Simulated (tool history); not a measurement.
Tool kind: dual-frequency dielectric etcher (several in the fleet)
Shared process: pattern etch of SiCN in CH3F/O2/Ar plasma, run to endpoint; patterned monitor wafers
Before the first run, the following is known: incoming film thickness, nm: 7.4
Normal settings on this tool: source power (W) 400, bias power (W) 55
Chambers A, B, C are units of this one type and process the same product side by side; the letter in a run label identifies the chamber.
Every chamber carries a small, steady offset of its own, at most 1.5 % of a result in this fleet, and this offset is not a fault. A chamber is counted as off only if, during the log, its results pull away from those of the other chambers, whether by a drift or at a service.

run,hour,source power (W),bias power (W),hours since the last wet clean,hours since the last source power generator calibration,hours since the last bias power generator calibration,endpoint time (s)
1A,7.4,400,55,84.1,1661.1,1815.3,21.409
2C,15.9,400,55,175.3,2869.0,3196.4,21.705
3B,23.5,400,55,211.6,753.2,1093.3,21.421
4C,31.7,400,55,191.1,2884.8,3212.2,21.876
5B,38.6,400,55,226.7,768.3,1108.4,21.392
6A,48.3,400,55,125.0,1702.0,1856.2,21.562
7B,59.3,400,55,247.4,789.0,1129.1,21.472
8C,69.6,400,55,229.0,2922.7,3250.1,21.761
9A,78.3,400,55,155.0,1732.0,1886.2,21.495
10A,89.9,400,55,166.6,1743.6,1897.8,21.595
11C,95.9,500,55,255.3,2949.0,3276.4,19.990
12B,104.6,500,55,292.7,834.3,1174.4,19.640
13A,112.8,500,55,189.5,1766.5,1920.7,19.753
14B,121.8,400,55,309.9,851.5,1191.6,21.336
15C,130.7,400,55,290.1,2983.8,3311.2,21.683
16A,136.3,400,55,213.0,1790.0,1944.2,21.340
17B,144.2,400,55,332.3,873.9,1214.0,21.206
18C,156.3,400,55,315.7,3009.4,3336.8,21.668
19C,168.7,490,45,328.1,3021.8,3349.2,21.436
20B,175.6,490,45,363.7,905.3,1245.4,21.194
21A,188.3,490,45,265.0,1842.0,1996.2,21.180
22A,199.9,400,55,276.6,1853.6,2007.8,21.452
23B,210.5,400,55,398.6,940.2,1280.3,21.294
24C,219.9,400,55,379.3,3073.0,3400.4,21.888
25A,231.9,400,55,308.6,1885.6,2039.8,21.483
26B,237.6,400,55,425.7,967.3,1307.4,21.079
27C,244.5,400,55,403.9,3097.6,3425.0,21.678
28C,256.7,400,55,416.1,3109.8,3437.2,21.753
# hour 265.7: chamber A: wet clean of the chamber
29B,269.3,400,55,457.4,999.0,1339.1,21.001
# hour 271.2: chamber C: wet clean of the chamber
30A,275.0,400,44,9.4,1928.7,2082.9,23.034
31B,287.2,400,44,475.3,1016.9,1357.0,22.685
32C,295.5,400,44,24.3,3148.6,3476.0,23.415
33A,306.2,400,55,40.6,1959.9,2114.1,21.685
34B,314.3,470,43,502.4,1044.0,1384.1,21.348
35C,323.8,470,43,52.6,3176.9,3504.3,22.197
36A,336.2,470,43,70.6,1989.9,2144.1,22.078
37A,346.0,400,55,80.4,1999.7,2153.9,21.451
38B,353.8,400,55,541.9,1083.5,1423.6,20.766
39C,362.4,400,55,91.2,3215.5,3542.9,21.742
40A,374.9,400,55,109.3,2028.6,2182.8,21.439
41C,385.4,450,44,114.2,3238.5,3565.9,22.369

Each of the 3 chambers runs these same settings next. Fill in every chamber's results:
42A,394.5,460,55,,,,?
42B,394.5,460,55,,,,?
42C,394.5,460,55,,,,?

run,endpoint time (s)
42A,20.458
42B,19.470
42C,20.633
